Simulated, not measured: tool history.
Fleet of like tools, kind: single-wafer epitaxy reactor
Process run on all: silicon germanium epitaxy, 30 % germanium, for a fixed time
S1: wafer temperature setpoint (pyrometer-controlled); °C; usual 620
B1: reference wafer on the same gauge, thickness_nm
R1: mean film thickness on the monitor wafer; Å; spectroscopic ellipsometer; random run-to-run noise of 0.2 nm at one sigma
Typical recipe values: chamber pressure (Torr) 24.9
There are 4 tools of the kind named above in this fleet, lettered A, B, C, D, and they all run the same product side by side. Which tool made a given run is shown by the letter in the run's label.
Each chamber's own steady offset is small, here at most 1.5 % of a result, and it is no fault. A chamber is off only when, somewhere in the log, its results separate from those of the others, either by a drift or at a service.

Run 1C, day 0.450: usual settings; B1 104.31. Result: R1 919.72 Å.
Run 2B, day 0.771: usual settings; B1 104.34. Result: R1 929.37 Å.
Run 3D, day 1.238: usual settings; B1 104.27. Result: R1 923.84 Å.
Run 4A, day 1.654: usual settings; B1 104.25. Result: R1 933.27 Å.
Run 5D, day 2.146: usual settings but S1 614 °C, chamber pressure (Torr) 28.4; B1 104.35. Result: R1 879.44 Å.
Run 6A, day 2.488: usual settings but S1 614 °C, chamber pressure (Torr) 28.4; B1 104.25. Result: R1 883.33 Å.
Run 7B, day 2.796: usual settings but S1 614 °C, chamber pressure (Torr) 28.4; B1 104.27. Result: R1 884.82 Å.
Run 8C, day 3.033: usual settings but S1 614 °C, chamber pressure (Torr) 28.4; B1 104.23. Result: R1 870.73 Å.
At day 3.333: chamber C: pyrometer calibrated.
Run 9C, day 3.500: usual settings; B1 104.33. Result: R1 921.42 Å.
Run 10D, day 3.908: usual settings; B1 104.28. Result: R1 926.81 Å.
Run 11B, day 4.146: usual settings but chamber pressure (Torr) 22.9; B1 104.28. Result: R1 892.37 Å.
Run 12A, day 4.479: usual settings but chamber pressure (Torr) 22.9; B1 104.31. Result: R1 904.25 Å.
Run 13B, day 4.754: usual settings but chamber pressure (Torr) 22.9; B1 104.31. Result: R1 895.87 Å.
Run 14D, day 5.121: usual settings but chamber pressure (Torr) 22.9; B1 104.34. Result: R1 894.55 Å.
Run 15A, day 5.504: usual settings; B1 104.33. Result: R1 936.20 Å.
Run 16C, day 5.717: usual settings; B1 104.30. Result: R1 924.50 Å.
Run 17C, day 6.188: usual settings; B1 104.29. Result: R1 920.27 Å.
Run 18A, day 6.450: usual settings; B1 104.28. Result: R1 938.15 Å.
Run 19D, day 6.800: usual settings; B1 104.25. Result: R1 927.11 Å.
Run 20B, day 7.258: usual settings; B1 104.29. Result: R1 927.68 Å.
Run 21D, day 7.500: usual settings; B1 104.25. Result: R1 929.37 Å.
Run 22A, day 7.733: usual settings; B1 104.34. Result: R1 939.10 Å.
Run 23B, day 7.988: usual settings; B1 104.32. Result: R1 927.54 Å.
Run 24C, day 8.350: usual settings; B1 104.26. Result: R1 922.06 Å.
Run 25A, day 8.675: usual settings; B1 104.26. Result: R1 945.62 Å.
Run 26D, day 8.971: usual settings; B1 104.34. Result: R1 927.08 Å.
Run 27C, day 9.300: usual settings; B1 104.26. Result: R1 920.98 Å.
Run 28B, day 9.638: usual settings; B1 104.30. Result: R1 928.28 Å.
Run 29C, day 10.104: usual settings; B1 104.33. Result: R1 921.47 Å.
Run 30A, day 10.454: usual settings but S1 626 °C, chamber pressure (Torr) 26.9; B1 104.32. Result: R1 1079.80 Å.
Run 31D, day 10.867: usual settings but S1 626 °C, chamber pressure (Torr) 26.9; B1 104.27. Result: R1 1063.40 Å.
Run 32B, day 11.262: usual settings but S1 626 °C, chamber pressure (Torr) 26.9; B1 104.36. Result: R1 1062.60 Å.
Run 33C, day 11.508: usual settings but S1 626 °C, chamber pressure (Torr) 26.9; B1 104.32. Result: R1 1055.40 Å.
Run 34B, day 11.733: usual settings; B1 104.32. Result: R1 927.05 Å.
Run 35A, day 12.175: usual settings; B1 104.31. Result: R1 946.24 Å.
Run 36D, day 12.479: usual settings but S1 633 °C, chamber pressure (Torr) 19.3; B1 104.28. Result: R1 1042.40 Å.
Run 37D, day 12.929: usual settings but S1 633 °C, chamber pressure (Torr) 19.3; B1 104.31. Result: R1 1045.40 Å.
Run 38B, day 13.383: usual settings but S1 633 °C, chamber pressure (Torr) 19.3; B1 104.35. Result: R1 1045.80 Å.
Run 39A, day 13.775: usual settings but S1 633 °C, chamber pressure (Torr) 19.3; B1 104.30. Result: R1 1072.20 Å.

For the next run the whole fleet of 4 chambers uses the same settings. Give each chamber's results:
Run 40A, day 14.129: usual settings but S1 627 °C. Result: R1 ?.
Run 40B, day 14.129: usual settings but S1 627 °C. Result: R1 ?.
Run 40C, day 14.129: usual settings but S1 627 °C. Result: R1 ?.
Run 40D, day 14.129: usual settings but S1 627 °C. Result: R1 ?.

run       R1
40A  1067.20
40B  1042.00
40C  1038.30
40D  1045.50
